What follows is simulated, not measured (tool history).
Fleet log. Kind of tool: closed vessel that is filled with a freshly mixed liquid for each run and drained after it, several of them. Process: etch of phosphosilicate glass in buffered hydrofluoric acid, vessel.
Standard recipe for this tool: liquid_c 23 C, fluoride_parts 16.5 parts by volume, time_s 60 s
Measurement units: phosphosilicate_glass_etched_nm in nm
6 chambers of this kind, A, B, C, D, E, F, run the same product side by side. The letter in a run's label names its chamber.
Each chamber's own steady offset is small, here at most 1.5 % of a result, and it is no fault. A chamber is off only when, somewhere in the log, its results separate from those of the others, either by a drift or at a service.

run	hour	liquid_c	fluoride_parts	time_s	read-back film thickness of the phosphosilicate glass reference wafer, read on the same gauge (nm)	phosphosilicate_glass_etched_nm
1B	4.9	23	16.5	60	60.004	149.25
2E	14.0	23	16.5	60	59.990	147.67
3D	23.5	23	16.5	60	60.004	149.35
4C	32.9	23	16.5	60	59.999	148.36
5F	43.1	23	16.5	60	60.014	148.52
6A	51.8	23	16.5	60	60.002	151.04
7B	60.5	23	16.5	60	60.004	151.14
8A	67.4	23	16.5	60	60.000	150.07
9E	78.9	23	16.5	60	60.009	145.65
10F	86.1	23	16.5	60	60.001	149.95
11D	95.9	23	16.5	60	59.992	149.67
12C	101.5	23	16.5	60	60.021	148.58
13D	106.5	23	13.0	60	59.996	189.88
14B	115.9	23	13.0	60	59.990	186.83
15A	127.1	23	13.0	60	60.002	185.76
16C	132.3	23	13.0	60	59.992	188.40
17E	141.7	23	13.0	60	60.009	188.07
18F	148.5	23	13.0	60	60.002	186.30
19F	159.6	23	16.5	60	59.987	147.77
20E	164.9	23	16.5	60	60.002	148.02
21D	172.1	23	16.5	60	59.973	146.84
22B	177.6	23	16.5	60	60.011	149.01
23C	188.6	23	16.5	60	60.003	148.29
24A	195.3	23	16.5	60	59.996	150.10
25C	205.7	23	16.5	60	59.974	145.96
26F	213.8	23	16.5	60	59.990	145.36
27B	221.3	23	16.5	60	60.022	147.02
28D	229.0	23	16.5	60	59.997	146.77
29A	234.8	23	16.5	60	59.988	148.52
30E	240.0	23	16.5	60	59.999	147.27
31D	245.4	23	16.5	60	60.019	149.60
32C	256.5	23	16.5	60	60.004	148.60
33B	267.8	23	16.5	60	60.011	149.32
34A	276.0	23	16.5	60	60.006	149.52
35E	283.7	23	16.5	60	59.984	147.70
36F	292.2	23	16.5	60	59.990	142.18
37C	301.4	23	16.5	60	59.988	148.87

Does one chamber stand apart from the rest, does the shared gauge drift, or is all well apart from small per-chamber offsets? Give the chamber and the most likely cause, where there is one.

One chamber, F, drifts off from the rest bit by bit.
What lies behind it: hydrofluoric acid flow below the setpoint (%) = 6.95.
With only this log, it may be confused with: liquid colder than its thermometer reads (K).

Below are 4 candidate recipes for chamber F's next run, each the usual settings with a change, their results shown as question marks. Which of them brings F's results back in line with what the other chambers give on the usual settings?
Allowed miss from the other chambers' usual-settings mean, per result, to count as in line: phosphosilicate_glass_etched_nm 3.90 nm
38F-1	309.6	24.0	16.5	60		?
38F-2	309.6	23.5	16.0	65		?
38F-3	309.6	23.0	19.0	60		?
38F-4	309.6	22.0	16.5	60		?

Other chambers, usual settings, mean: phosphosilicate_glass_etched_nm 148.37 nm
run	phosphosilicate_glass_etched_nm
38F-1	147.48
38F-2	160.32
38F-3	122.12
38F-4	132.18
38F-1 puts the chamber back in line with the other chambers.

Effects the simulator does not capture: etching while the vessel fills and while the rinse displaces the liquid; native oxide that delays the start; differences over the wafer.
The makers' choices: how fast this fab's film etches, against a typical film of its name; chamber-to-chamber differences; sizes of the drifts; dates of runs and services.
